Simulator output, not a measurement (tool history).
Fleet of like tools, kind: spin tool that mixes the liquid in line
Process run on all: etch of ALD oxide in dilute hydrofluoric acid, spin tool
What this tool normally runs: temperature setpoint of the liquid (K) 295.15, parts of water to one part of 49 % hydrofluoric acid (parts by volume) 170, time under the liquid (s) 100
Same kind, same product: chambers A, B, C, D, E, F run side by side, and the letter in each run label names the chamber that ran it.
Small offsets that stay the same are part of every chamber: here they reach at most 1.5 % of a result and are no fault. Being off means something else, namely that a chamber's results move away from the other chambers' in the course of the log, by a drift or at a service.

run	hour	temperature setpoint of the liquid (K)	parts of water to one part of 49 % hydrofluoric acid (parts by volume)	time under the liquid (s)	hours since the thermometer was replaced	hours since the hydrofluoric acid flow meter was replaced	read-back film thickness of the ALD oxide reference wafer, read on the same gauge (nm)	thickness taken off the ALD oxide on a monitor wafer (Å)
1D	5.2	295.15	170	100	1208.3	530.9	89.962	94.816
2C	10.2	295.15	170	100	660.4	1128.0	90.000	94.833
3A	16.8	295.15	170	100	529.4	1247.1	90.035	95.230
4B	19.7	295.15	170	100	90.2	302.7	90.037	94.031
5F	26.1	295.15	170	100	1839.4	1087.3	89.991	95.896
6E	31.4	300.15	170	50	114.3	1199.2	89.976	58.170
7A	37.8	300.15	170	50	550.4	1268.1	89.949	57.520
8F	43.2	300.15	170	50	1856.5	1104.4	89.999	57.780
9B	47.1	300.15	170	50	117.6	330.1	90.086	57.291
10C	52.5	300.15	170	50	702.7	1170.3	90.024	57.503
11D	59.0	300.15	170	50	1262.1	584.7	89.980	57.423
12E	63.2	295.15	170	100	146.1	1231.0	90.024	96.256
13D	69.6	295.15	170	100	1272.7	595.3	90.011	95.549
14B	75.6	295.15	170	100	146.1	358.6	89.940	94.598
15C	79.0	295.15	170	100	729.2	1196.8	90.031	94.895
16E	82.1	295.15	170	100	165.0	1249.9	89.955	95.926
17A	85.3	295.15	170	100	597.9	1315.6	89.974	95.407
18F	90.8	295.15	170	100	1904.1	1152.0	89.958	97.141
19E	97.5	290.65	170	100	180.4	1265.3	89.931	80.214
20F	102.0	290.65	170	100	1915.3	1163.2	89.980	81.347
21A	105.4	290.65	170	100	618.0	1335.7	89.993	79.977
22B	110.9	290.65	170	100	181.4	393.9	90.043	78.938
23C	115.9	290.65	170	100	766.1	1233.7	90.019	79.640
24D	120.9	290.65	170	100	1324.0	646.6	89.985	79.767
25D	126.4	297.65	170	100	1329.5	652.1	90.039	104.310
26F	131.3	297.65	170	100	1944.6	1192.5	89.974	107.560
27A	136.6	297.65	170	100	649.2	1366.9	89.995	104.480
28B	141.6	297.65	170	100	212.1	424.6	90.025	104.600
29C	144.6	297.65	170	100	794.8	1262.4	90.018	104.570
30E	151.2	297.65	170	100	234.1	1319.0	89.982	105.600
31F	156.8	295.15	170	100	1970.1	1218.0	90.004	98.215
32E	163.0	295.15	170	100	245.9	1330.8	89.970	96.488
33A	169.6	295.15	170	100	682.2	1399.9	89.984	95.159
34B	174.1	295.15	170	100	244.6	457.1	90.003	94.466
35D	180.4	295.15	170	100	1383.5	706.1	90.053	95.217
36C	183.4	295.15	170	100	833.6	1301.2	89.998	95.330
37B	187.3	295.15	170	100	257.8	470.3	89.971	94.809

Decide between three cases: one chamber stands off from its peers, the gauge reading all wafers drifts, or nothing is wrong past each chamber's small offset. Where a chamber is off, say which and what most likely put it there.

It is chamber F that slowly wanders off from its peers.
What lies behind it: hydrofluoric acid flow above the setpoint (%) = 2.99.
From this log alone, it may not be told apart from: liquid hotter than its thermometer reads (K).

Here are 4 candidates for chamber F's next run, each the usual settings with a change, their results left as question marks. Which one brings its results back in line with what the others give on the usual settings?
Maximum distance from the other chambers' mean on the usual settings for a result to count as in line: thickness taken off the ALD oxide on a monitor wafer (Å) 1.000
38F-1	192.2	295.15	180	100				?
38F-2	192.2	295.15	160	100				?
38F-3	192.2	295.15	165	100				?
38F-4	192.2	294.15	170	100				?

What the other chambers average on the usual settings: thickness taken off the ALD oxide on a monitor wafer (Å) 95.184
run	thickness taken off the ALD oxide on a monitor wafer (Å)
38F-1	92.271
38F-2	106.020
38F-3	102.260
38F-4	95.041
38F-4 brings the chamber back in line.
